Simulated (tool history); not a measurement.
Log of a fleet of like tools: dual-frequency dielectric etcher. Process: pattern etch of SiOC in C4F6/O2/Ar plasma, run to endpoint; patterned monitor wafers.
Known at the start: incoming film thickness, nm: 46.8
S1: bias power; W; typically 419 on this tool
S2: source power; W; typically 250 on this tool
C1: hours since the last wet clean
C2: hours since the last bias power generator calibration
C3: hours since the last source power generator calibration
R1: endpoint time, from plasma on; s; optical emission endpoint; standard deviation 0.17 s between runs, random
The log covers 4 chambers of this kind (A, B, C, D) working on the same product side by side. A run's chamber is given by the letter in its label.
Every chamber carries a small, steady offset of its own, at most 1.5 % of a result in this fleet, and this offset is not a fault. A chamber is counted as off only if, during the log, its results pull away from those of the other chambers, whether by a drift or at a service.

run   hour   S1   S2     C1      C2      C3      R1
 1B    2.6  419  250  311.0  1583.6  1206.5  20.039
 2C    5.6  419  250  210.8   412.4   344.0  19.808
 3A    8.6  419  250  364.3  3541.0   751.0  19.976
 4D   13.1  419  250  204.9  2599.9  4166.0  19.808
 5C   18.0  419  250  223.2   424.8   356.4  19.660
 6D   23.0  419  250  214.8  2609.8  4175.9  20.287
 7A   26.2  419  280  381.9  3558.6   768.6  19.066
 8B   31.8  419  280  340.2  1612.8  1235.7  19.043
 9A   34.5  419  280  390.2  3566.9   776.9  19.251
10C   39.9  419  280  245.1   446.7   378.3  19.218
11D   43.6  419  250  235.4  2630.4  4196.5  19.772
12B   48.3  419  250  356.7  1629.3  1252.2  20.069
13A   53.1  419  250  408.8  3585.5   795.5  20.167
      54.1  -- chamber B: wet clean of the chamber
14B   57.9  419  250    3.9  1638.9  1261.8  20.065
15C   62.2  384  250  267.4   469.0   400.6  20.309
16D   67.3  384  250  259.1  2654.1  4220.2  20.595
17A   72.7  384  250  428.4  3605.1   815.1  20.946
18D   77.7  384  250  269.5  2664.5  4230.6  20.615
19C   81.5  419  250  286.7   488.3   419.9  19.728
20B   86.3  419  250   32.3  1667.3  1290.2  19.698
21B   91.2  419  250   37.2  1672.2  1295.1  19.782
22D   95.9  419  250  287.7  2682.7  4248.8  19.730
23A  101.0  419  250  456.7  3633.4   843.4  20.503
24C  104.0  480  290  309.2   510.8   442.4  17.920
25B  106.7  480  290   52.7  1687.7  1310.6  17.952
26D  109.8  480  290  301.6  2696.6  4262.7  18.100
27A  114.8  480  290  470.5  3647.2   857.2  18.484
28C  118.9  379  220  324.1   525.7   457.3  21.434
29D  123.2  379  220  315.0  2710.0  4276.1  21.688
30C  128.2  379  220  333.4   535.0   466.6  21.261
31B  133.9  379  220   79.9  1714.9  1337.8  21.844
32A  138.7  339  250  494.4  3671.1   881.1  22.182
33C  143.0  339  250  348.2   549.8   481.4  21.393
34A  148.6  339  250  504.3  3681.0   891.0  22.815
35D  154.2  339  250  346.0  2741.0  4307.1  21.624
36B  157.1  419  250  103.1  1738.1  1361.0  19.559
37B  162.4  419  250  108.4  1743.4  1366.3  19.821
38D  166.3  419  250  358.1  2753.1  4319.2  20.262
39C  172.0  419  250  377.2   578.8   510.4  19.641

All chambers now run identical settings, listed one chamber a line with results as question marks. What results will each chamber show?
40A  176.3  419  250               ?
40B  176.3  419  250               ?
40C  176.3  419  250               ?
40D  176.3  419  250               ?

run      R1
40A  21.156
40B  19.960
40C  19.751
40D  19.826
